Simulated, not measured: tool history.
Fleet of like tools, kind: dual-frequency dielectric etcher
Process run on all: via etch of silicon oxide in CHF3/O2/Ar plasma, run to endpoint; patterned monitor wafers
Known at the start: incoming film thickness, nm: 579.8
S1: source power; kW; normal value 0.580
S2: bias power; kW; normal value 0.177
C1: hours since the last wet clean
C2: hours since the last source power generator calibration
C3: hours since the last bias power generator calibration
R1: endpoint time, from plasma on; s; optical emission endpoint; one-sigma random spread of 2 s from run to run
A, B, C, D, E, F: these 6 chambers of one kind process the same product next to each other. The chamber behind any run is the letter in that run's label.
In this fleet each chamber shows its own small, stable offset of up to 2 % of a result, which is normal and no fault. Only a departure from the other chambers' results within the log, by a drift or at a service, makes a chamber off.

-- hour=0.4 chamber E: bias power generator calibrated
run 1B hour=10.4 | S1=0.580 S2=0.177 | C1=268.7 C2=1222.5 C3=1439.6 | R1=295.82
run 2E hour=18.2 | S1=0.580 S2=0.177 | C1=182.9 C2=2515.9 C3=17.9 | R1=297.69
run 3D hour=26.1 | S1=0.580 S2=0.177 | C1=53.5 C2=4100.9 C3=1694.7 | R1=295.55
run 4F hour=37.0 | S1=0.580 S2=0.177 | C1=111.7 C2=3525.5 C3=3741.7 | R1=299.53
run 5C hour=48.4 | S1=0.580 S2=0.177 | C1=190.5 C2=2629.9 C3=1418.8 | R1=292.69
run 6A hour=60.3 | S1=0.580 S2=0.177 | C1=243.6 C2=342.4 C3=399.2 | R1=292.75
run 7A hour=71.8 | S1=0.580 S2=0.177 | C1=255.1 C2=353.9 C3=410.7 | R1=297.24
run 8F hour=84.4 | S1=0.580 S2=0.177 | C1=159.1 C2=3572.9 C3=3789.1 | R1=298.90
run 9D hour=93.7 | S1=0.580 S2=0.177 | C1=121.1 C2=4168.5 C3=1762.3 | R1=293.52
run 10C hour=104.9 | S1=0.670 S2=0.156 | C1=247.0 C2=2686.4 C3=1475.3 | R1=284.68
run 11E hour=118.8 | S1=0.670 S2=0.156 | C1=283.5 C2=2616.5 C3=118.5 | R1=298.13
run 12B hour=131.3 | S1=0.670 S2=0.156 | C1=389.6 C2=1343.4 C3=1560.5 | R1=294.95
run 13C hour=143.1 | S1=0.670 S2=0.156 | C1=285.2 C2=2724.6 C3=1513.5 | R1=288.63
run 14B hour=156.8 | S1=0.670 S2=0.156 | C1=415.1 C2=1368.9 C3=1586.0 | R1=294.49
-- hour=157.5 chamber E: source power generator calibrated
run 15E hour=167.6 | S1=0.670 S2=0.156 | C1=332.3 C2=10.2 C3=167.3 | R1=298.83
run 16F hour=177.9 | S1=0.580 S2=0.210 | C1=252.6 C2=3666.4 C3=3882.6 | R1=285.26
run 17A hour=190.6 | S1=0.580 S2=0.210 | C1=373.9 C2=472.7 C3=529.5 | R1=278.96
-- hour=195.5 chamber B: wet clean of the chamber
run 18D hour=203.5 | S1=0.580 S2=0.210 | C1=230.9 C2=4278.3 C3=1872.1 | R1=278.89
run 19E hour=212.5 | S1=0.580 S2=0.210 | C1=377.2 C2=55.1 C3=212.2 | R1=281.89
run 20D hour=225.1 | S1=0.580 S2=0.210 | C1=252.5 C2=4299.9 C3=1893.7 | R1=281.41
run 21C hour=236.4 | S1=0.580 S2=0.210 | C1=378.5 C2=2817.9 C3=1606.8 | R1=273.89
run 22F hour=250.1 | S1=0.580 S2=0.177 | C1=324.8 C2=3738.6 C3=3954.8 | R1=308.86
run 23A hour=257.2 | S1=0.580 S2=0.177 | C1=440.5 C2=539.3 C3=596.1 | R1=296.72
-- hour=259.0 chamber A: wet clean of the chamber
-- hour=259.8 chamber C: wet clean of the chamber
run 24B hour=270.4 | S1=0.580 S2=0.177 | C1=75.0 C2=1482.5 C3=1699.6 | R1=298.09
run 25F hour=282.2 | S1=0.580 S2=0.177 | C1=356.9 C2=3770.7 C3=3986.9 | R1=307.25
run 26C hour=292.0 | S1=0.580 S2=0.177 | C1=32.2 C2=2873.5 C3=1662.4 | R1=294.62
run 27B hour=305.5 | S1=0.580 S2=0.177 | C1=110.1 C2=1517.6 C3=1734.7 | R1=297.84
-- hour=307.3 chamber E: wet clean of the chamber
run 28A hour=319.6 | S1=0.580 S2=0.177 | C1=60.7 C2=601.7 C3=658.5 | R1=297.41
run 29E hour=329.3 | S1=0.580 S2=0.177 | C1=22.1 C2=171.9 C3=329.0 | R1=301.21
-- hour=330.1 chamber D: source power generator calibrated
run 30D hour=340.7 | S1=0.580 S2=0.177 | C1=368.1 C2=10.6 C3=2009.3 | R1=296.45
run 31C hour=351.8 | S1=0.580 S2=0.177 | C1=92.0 C2=2933.3 C3=1722.2 | R1=294.82
run 32A hour=365.2 | S1=0.500 S2=0.147 | C1=106.3 C2=647.3 C3=704.1 | R1=335.17
run 33F hour=378.0 | S1=0.500 S2=0.147 | C1=452.7 C2=3866.5 C3=4082.7 | R1=351.84
run 34D hour=389.3 | S1=0.500 S2=0.147 | C1=416.7 C2=59.2 C3=2057.9 | R1=335.12
run 35E hour=396.1 | S1=0.500 S2=0.147 | C1=88.9 C2=238.7 C3=395.8 | R1=336.84
run 36B hour=405.0 | S1=0.500 S2=0.147 | C1=209.6 C2=1617.1 C3=1834.2 | R1=333.90

The same settings go to every chamber for the next run, one line per chamber below. Forecast the results for each:
run 37A hour=415.1 | S1=0.680 S2=0.177 | R1=?
run 37B hour=415.1 | S1=0.680 S2=0.177 | R1=?
run 37C hour=415.1 | S1=0.680 S2=0.177 | R1=?
run 37D hour=415.1 | S1=0.680 S2=0.177 | R1=?
run 37E hour=415.1 | S1=0.680 S2=0.177 | R1=?
run 37F hour=415.1 | S1=0.680 S2=0.177 | R1=?

run=37A R1=277.15
run=37B R1=282.66
run=37C R1=275.11
run=37D R1=276.51
run=37E R1=280.92
run=37F R1=296.42

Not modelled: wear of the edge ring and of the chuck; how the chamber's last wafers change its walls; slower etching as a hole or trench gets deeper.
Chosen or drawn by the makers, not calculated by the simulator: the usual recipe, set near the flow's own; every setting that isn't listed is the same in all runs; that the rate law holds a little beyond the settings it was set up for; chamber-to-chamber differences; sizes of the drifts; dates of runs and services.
